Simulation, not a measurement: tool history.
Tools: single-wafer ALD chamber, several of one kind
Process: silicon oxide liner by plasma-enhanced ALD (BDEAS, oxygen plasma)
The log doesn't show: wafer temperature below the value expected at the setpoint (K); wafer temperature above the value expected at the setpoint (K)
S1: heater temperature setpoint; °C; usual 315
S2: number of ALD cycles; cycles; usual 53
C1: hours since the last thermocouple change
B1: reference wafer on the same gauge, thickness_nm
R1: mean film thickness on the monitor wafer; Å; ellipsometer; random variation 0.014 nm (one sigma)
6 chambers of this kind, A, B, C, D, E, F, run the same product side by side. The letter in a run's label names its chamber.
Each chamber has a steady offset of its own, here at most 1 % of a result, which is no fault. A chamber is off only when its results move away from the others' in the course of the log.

run 1F day=0.488 | S1=315 S2=53 | C1=501.1 | B1=5.3167 | R1=48.196
run 2C day=0.858 | S1=315 S2=53 | C1=109.7 | B1=5.3212 | R1=48.325
run 3A day=1.175 | S1=315 S2=53 | C1=701.9 | B1=5.3261 | R1=48.802
run 4B day=1.492 | S1=315 S2=53 | C1=1653.3 | B1=5.3186 | R1=48.345
run 5D day=1.846 | S1=305 S2=43 | C1=2558.2 | B1=5.3193 | R1=40.027
run 6E day=2.225 | S1=305 S2=43 | C1=327.5 | B1=5.3161 | R1=39.477
run 7A day=2.592 | S1=305 S2=43 | C1=735.9 | B1=5.3179 | R1=40.148
run 8B day=2.988 | S1=305 S2=43 | C1=1689.2 | B1=5.3177 | R1=39.893
run 9E day=3.462 | S1=305 S2=43 | C1=357.2 | B1=5.3219 | R1=39.481
run 10D day=3.892 | S1=305 S2=43 | C1=2607.3 | B1=5.3216 | R1=39.978
run 11F day=4.108 | S1=306 S2=53 | C1=588 | B1=5.324 | R1=48.829
run 12C day=4.333 | S1=306 S2=53 | C1=193.1 | B1=5.3175 | R1=49.076
run 13E day=4.562 | S1=306 S2=53 | C1=383.6 | B1=5.3208 | R1=48.326
run 14C day=4.838 | S1=306 S2=53 | C1=205.2 | B1=5.3202 | R1=48.842
run 15B day=5.133 | S1=306 S2=53 | C1=1740.7 | B1=5.3203 | R1=49.103
run 16A day=5.488 | S1=306 S2=53 | C1=805.4 | B1=5.3171 | R1=49.553
run 17D day=5.871 | S1=315 S2=53 | C1=2654.8 | B1=5.3205 | R1=48.654
run 18F day=6.225 | S1=315 S2=53 | C1=638.8 | B1=5.3215 | R1=48.269
run 19A day=6.596 | S1=315 S2=53 | C1=832 | B1=5.3204 | R1=48.841
run 20D day=6.867 | S1=315 S2=53 | C1=2678.7 | B1=5.3185 | R1=48.525
run 21F day=7.217 | S1=315 S2=53 | C1=662.6 | B1=5.3186 | R1=48.166
run 22E day=7.467 | S1=315 S2=53 | C1=453.3 | B1=5.3247 | R1=47.986
run 23C day=7.767 | S1=315 S2=53 | C1=275.5 | B1=5.3243 | R1=48.109
run 24B day=8.196 | S1=315 S2=53 | C1=1814.2 | B1=5.3235 | R1=48.36
run 25D day=8.588 | S1=315 S2=53 | C1=2720 | B1=5.3222 | R1=48.49
run 26C day=8.9 | S1=315 S2=53 | C1=302.7 | B1=5.3209 | R1=48.525
run 27F day=9.204 | S1=315 S2=53 | C1=710.3 | B1=5.3201 | R1=48.241
run 28B day=9.575 | S1=315 S2=49 | C1=1847.3 | B1=5.318 | R1=44.709
run 29A day=9.95 | S1=315 S2=49 | C1=912.5 | B1=5.3195 | R1=45.086
run 30E day=10.212 | S1=315 S2=49 | C1=519.2 | B1=5.319 | R1=43.991
run 31F day=10.604 | S1=315 S2=49 | C1=743.9 | B1=5.3197 | R1=44.611
run 32A day=10.912 | S1=315 S2=49 | C1=935.6 | B1=5.3218 | R1=45.001
run 33B day=11.158 | S1=315 S2=49 | C1=1885.3 | B1=5.3193 | R1=44.74
run 34E day=11.517 | S1=315 S2=53 | C1=550.5 | B1=5.3195 | R1=47.908
run 35C day=11.896 | S1=315 S2=48 | C1=374.6 | B1=5.3233 | R1=43.805
-- day=11.962 chamber D: thermocouple changed; heater temperature recalibrated
run 36D day=12.25 | S1=315 S2=48 | C1=6.9 | B1=5.3199 | R1=44.012
run 37C day=12.571 | S1=315 S2=48 | C1=390.8 | B1=5.3139 | R1=43.707
run 38F day=13.038 | S1=315 S2=48 | C1=802.3 | B1=5.3193 | R1=43.663
run 39D day=13.362 | S1=315 S2=48 | C1=33.6 | B1=5.3226 | R1=43.93

All 6 chambers run these settings next. Forecast each chamber's results:
run 40A day=13.721 | S1=315 S2=53 | R1=?
run 40B day=13.721 | S1=315 S2=53 | R1=?
run 40C day=13.721 | S1=315 S2=53 | R1=?
run 40D day=13.721 | S1=315 S2=53 | R1=?
run 40E day=13.721 | S1=315 S2=53 | R1=?
run 40F day=13.721 | S1=315 S2=53 | R1=?

run=40A R1=48.804
run=40B R1=48.42
run=40C R1=48.276
run=40D R1=48.634
run=40E R1=47.962
run=40F R1=48.362
